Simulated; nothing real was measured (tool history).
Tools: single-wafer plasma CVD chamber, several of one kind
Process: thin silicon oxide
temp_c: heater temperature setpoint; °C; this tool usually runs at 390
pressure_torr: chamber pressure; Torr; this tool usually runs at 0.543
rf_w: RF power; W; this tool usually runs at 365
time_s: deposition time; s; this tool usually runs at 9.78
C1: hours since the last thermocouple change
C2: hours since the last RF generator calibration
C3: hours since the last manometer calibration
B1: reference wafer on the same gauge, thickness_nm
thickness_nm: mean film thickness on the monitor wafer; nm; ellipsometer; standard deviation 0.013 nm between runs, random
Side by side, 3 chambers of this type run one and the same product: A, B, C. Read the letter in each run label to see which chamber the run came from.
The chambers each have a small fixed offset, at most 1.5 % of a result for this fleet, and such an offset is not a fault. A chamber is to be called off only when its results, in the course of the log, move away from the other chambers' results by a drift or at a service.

Run 1C, hour 5.2: usual settings; C1 725.0; C2 655.2; C3 1347.6; B1 10.400. Result: thickness_nm 12.934 nm.
Run 2A, hour 12.0: usual settings; C1 406.6; C2 289.9; C3 2139.5; B1 10.399. Result: thickness_nm 12.836 nm.
Run 3B, hour 17.3: usual settings; C1 1023.8; C2 161.9; C3 2624.2; B1 10.397. Result: thickness_nm 12.850 nm.
Run 4C, hour 23.4: usual settings; C1 743.2; C2 673.4; C3 1365.8; B1 10.391. Result: thickness_nm 12.921 nm.
Run 5B, hour 28.3: usual settings; C1 1034.8; C2 172.9; C3 2635.2; B1 10.395. Result: thickness_nm 12.849 nm.
Run 6A, hour 32.1: usual settings; C1 426.7; C2 310.0; C3 2159.6; B1 10.389. Result: thickness_nm 12.830 nm.
Run 7B, hour 35.4: usual settings; C1 1041.9; C2 180.0; C3 2642.3; B1 10.390. Result: thickness_nm 12.855 nm.
Run 8A, hour 38.7: usual settings; C1 433.3; C2 316.6; C3 2166.2; B1 10.389. Result: thickness_nm 12.818 nm.
Run 9C, hour 45.5: usual settings; C1 765.3; C2 695.5; C3 1387.9; B1 10.389. Result: thickness_nm 12.901 nm.
Run 10B, hour 52.2: usual settings; C1 1058.7; C2 196.8; C3 2659.1; B1 10.385. Result: thickness_nm 12.811 nm.
Run 11A, hour 57.5: usual settings; C1 452.1; C2 335.4; C3 2185.0; B1 10.385. Result: thickness_nm 12.824 nm.
Run 12C, hour 62.0: usual settings; C1 781.8; C2 712.0; C3 1404.4; B1 10.382. Result: thickness_nm 12.899 nm.
Run 13A, hour 67.4: usual settings; C1 462.0; C2 345.3; C3 2194.9; B1 10.384. Result: thickness_nm 12.824 nm.
Run 14B, hour 70.5: usual settings; C1 1077.0; C2 215.1; C3 2677.4; B1 10.380. Result: thickness_nm 12.851 nm.
Run 15C, hour 74.6: usual settings; C1 794.4; C2 724.6; C3 1417.0; B1 10.377. Result: thickness_nm 12.889 nm.
Run 16B, hour 81.3: usual settings; C1 1087.8; C2 225.9; C3 2688.2; B1 10.376. Result: thickness_nm 12.838 nm.
Run 17A, hour 87.2: usual settings but temp_c 401 °C, time_s 11.08 s; C1 481.8; C2 365.1; C3 2214.7; B1 10.374. Result: thickness_nm 14.397 nm.
Run 18C, hour 92.9: usual settings but temp_c 401 °C, time_s 11.08 s; C1 812.7; C2 742.9; C3 1435.3; B1 10.375. Result: thickness_nm 14.489 nm.
Run 19C, hour 98.3: usual settings but temp_c 401 °C, time_s 11.08 s; C1 818.1; C2 748.3; C3 1440.7; B1 10.369. Result: thickness_nm 14.472 nm.
Run 20A, hour 104.3: usual settings; C1 498.9; C2 382.2; C3 2231.8; B1 10.372. Result: thickness_nm 12.774 nm.
Run 21B, hour 110.6: usual settings but time_s 8.15 s; C1 1117.1; C2 255.2; C3 2717.5; B1 10.367. Result: thickness_nm 10.694 nm.
Run 22B, hour 115.0: usual settings but time_s 8.15 s; C1 1121.5; C2 259.6; C3 2721.9; B1 10.368. Result: thickness_nm 10.690 nm.
Run 23C, hour 119.8: usual settings but time_s 8.15 s; C1 839.6; C2 769.8; C3 1462.2; B1 10.367. Result: thickness_nm 10.731 nm.
Run 24A, hour 126.1: usual settings; C1 520.7; C2 404.0; C3 2253.6; B1 10.365. Result: thickness_nm 12.803 nm.
Run 25B, hour 131.3: usual settings; C1 1137.8; C2 275.9; C3 2738.2; B1 10.360. Result: thickness_nm 12.816 nm.
Run 26C, hour 134.7: usual settings; C1 854.5; C2 784.7; C3 1477.1; B1 10.359. Result: thickness_nm 12.865 nm.
Run 27A, hour 139.3: usual settings; C1 533.9; C2 417.2; C3 2266.8; B1 10.361. Result: thickness_nm 12.774 nm.
Run 28B, hour 144.9: usual settings; C1 1151.4; C2 289.5; C3 2751.8; B1 10.360. Result: thickness_nm 12.816 nm.
Run 29A, hour 151.0: usual settings; C1 545.6; C2 428.9; C3 2278.5; B1 10.358. Result: thickness_nm 12.791 nm.

For the next run the whole fleet of 3 chambers uses the same settings. Give each chamber's results:
Run 30A, hour 156.0: usual settings. Result: thickness_nm ?.
Run 30B, hour 156.0: usual settings. Result: thickness_nm ?.
Run 30C, hour 156.0: usual settings. Result: thickness_nm ?.

run  thickness_nm
30A        12.785
30B        12.790
30C        12.869
